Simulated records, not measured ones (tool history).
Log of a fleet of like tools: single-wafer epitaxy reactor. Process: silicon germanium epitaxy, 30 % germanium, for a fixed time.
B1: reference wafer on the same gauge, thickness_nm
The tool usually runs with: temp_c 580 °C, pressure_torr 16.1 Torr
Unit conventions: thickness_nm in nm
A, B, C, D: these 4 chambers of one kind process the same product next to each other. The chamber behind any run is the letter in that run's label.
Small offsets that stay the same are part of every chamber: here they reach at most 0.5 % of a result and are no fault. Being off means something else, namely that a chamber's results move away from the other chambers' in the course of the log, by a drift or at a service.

run 1C hour=10.2 | temp_c=580 pressure_torr=16.1 | B1=41.418 | thickness_nm=37.475
run 2B hour=21.8 | temp_c=580 pressure_torr=16.1 | B1=41.428 | thickness_nm=37.134
run 3D hour=30.8 | temp_c=580 pressure_torr=16.1 | B1=41.435 | thickness_nm=37.143
run 4A hour=37.7 | temp_c=580 pressure_torr=16.1 | B1=41.432 | thickness_nm=37.084
run 5A hour=48.5 | temp_c=580 pressure_torr=16.1 | B1=41.443 | thickness_nm=37.081
-- hour=51.6 chamber D: capacitance manometer re-zeroed and calibrated
run 6D hour=55.3 | temp_c=580 pressure_torr=16.1 | B1=41.461 | thickness_nm=37.246
run 7C hour=61.7 | temp_c=580 pressure_torr=16.1 | B1=41.481 | thickness_nm=37.475
run 8B hour=71.6 | temp_c=580 pressure_torr=19.9 | B1=41.504 | thickness_nm=40.615
run 9D hour=83.2 | temp_c=580 pressure_torr=19.9 | B1=41.493 | thickness_nm=40.645
run 10B hour=94.1 | temp_c=580 pressure_torr=19.9 | B1=41.507 | thickness_nm=40.727
run 11A hour=103.8 | temp_c=580 pressure_torr=19.9 | B1=41.507 | thickness_nm=40.458
run 12C hour=115.1 | temp_c=580 pressure_torr=16.1 | B1=41.522 | thickness_nm=37.575
run 13B hour=126.7 | temp_c=580 pressure_torr=19.4 | B1=41.539 | thickness_nm=40.353
run 14D hour=133.4 | temp_c=580 pressure_torr=19.4 | B1=41.543 | thickness_nm=40.205
run 15A hour=141.6 | temp_c=580 pressure_torr=19.4 | B1=41.542 | thickness_nm=40.084
run 16C hour=148.3 | temp_c=580 pressure_torr=19.4 | B1=41.568 | thickness_nm=40.321
run 17A hour=157.3 | temp_c=580 pressure_torr=16.1 | B1=41.573 | thickness_nm=37.197
run 18C hour=162.7 | temp_c=580 pressure_torr=16.1 | B1=41.569 | thickness_nm=37.542
run 19D hour=170.7 | temp_c=580 pressure_torr=16.1 | B1=41.590 | thickness_nm=37.349
run 20B hour=177.1 | temp_c=580 pressure_torr=16.1 | B1=41.579 | thickness_nm=37.360
run 21A hour=183.5 | temp_c=580 pressure_torr=16.1 | B1=41.600 | thickness_nm=37.386
run 22D hour=190.9 | temp_c=580 pressure_torr=16.1 | B1=41.592 | thickness_nm=37.253
run 23C hour=198.9 | temp_c=580 pressure_torr=19.8 | B1=41.633 | thickness_nm=40.760
run 24B hour=207.0 | temp_c=580 pressure_torr=19.8 | B1=41.604 | thickness_nm=40.684
run 25A hour=215.0 | temp_c=580 pressure_torr=19.8 | B1=41.638 | thickness_nm=40.553
run 26C hour=221.9 | temp_c=580 pressure_torr=19.8 | B1=41.627 | thickness_nm=40.737
run 27B hour=231.3 | temp_c=586 pressure_torr=16.1 | B1=41.633 | thickness_nm=41.950
run 28D hour=240.8 | temp_c=586 pressure_torr=16.1 | B1=41.664 | thickness_nm=41.995
run 29B hour=246.4 | temp_c=586 pressure_torr=16.1 | B1=41.689 | thickness_nm=41.786

For the next run the whole fleet of 4 chambers uses the same settings. Give each chamber's results:
run 30A hour=255.0 | temp_c=580 pressure_torr=16.1 | thickness_nm=?
run 30B hour=255.0 | temp_c=580 pressure_torr=16.1 | thickness_nm=?
run 30C hour=255.0 | temp_c=580 pressure_torr=16.1 | thickness_nm=?
run 30D hour=255.0 | temp_c=580 pressure_torr=16.1 | thickness_nm=?

run=30A thickness_nm=37.398
run=30B thickness_nm=37.422
run=30C thickness_nm=37.701
run=30D thickness_nm=37.477

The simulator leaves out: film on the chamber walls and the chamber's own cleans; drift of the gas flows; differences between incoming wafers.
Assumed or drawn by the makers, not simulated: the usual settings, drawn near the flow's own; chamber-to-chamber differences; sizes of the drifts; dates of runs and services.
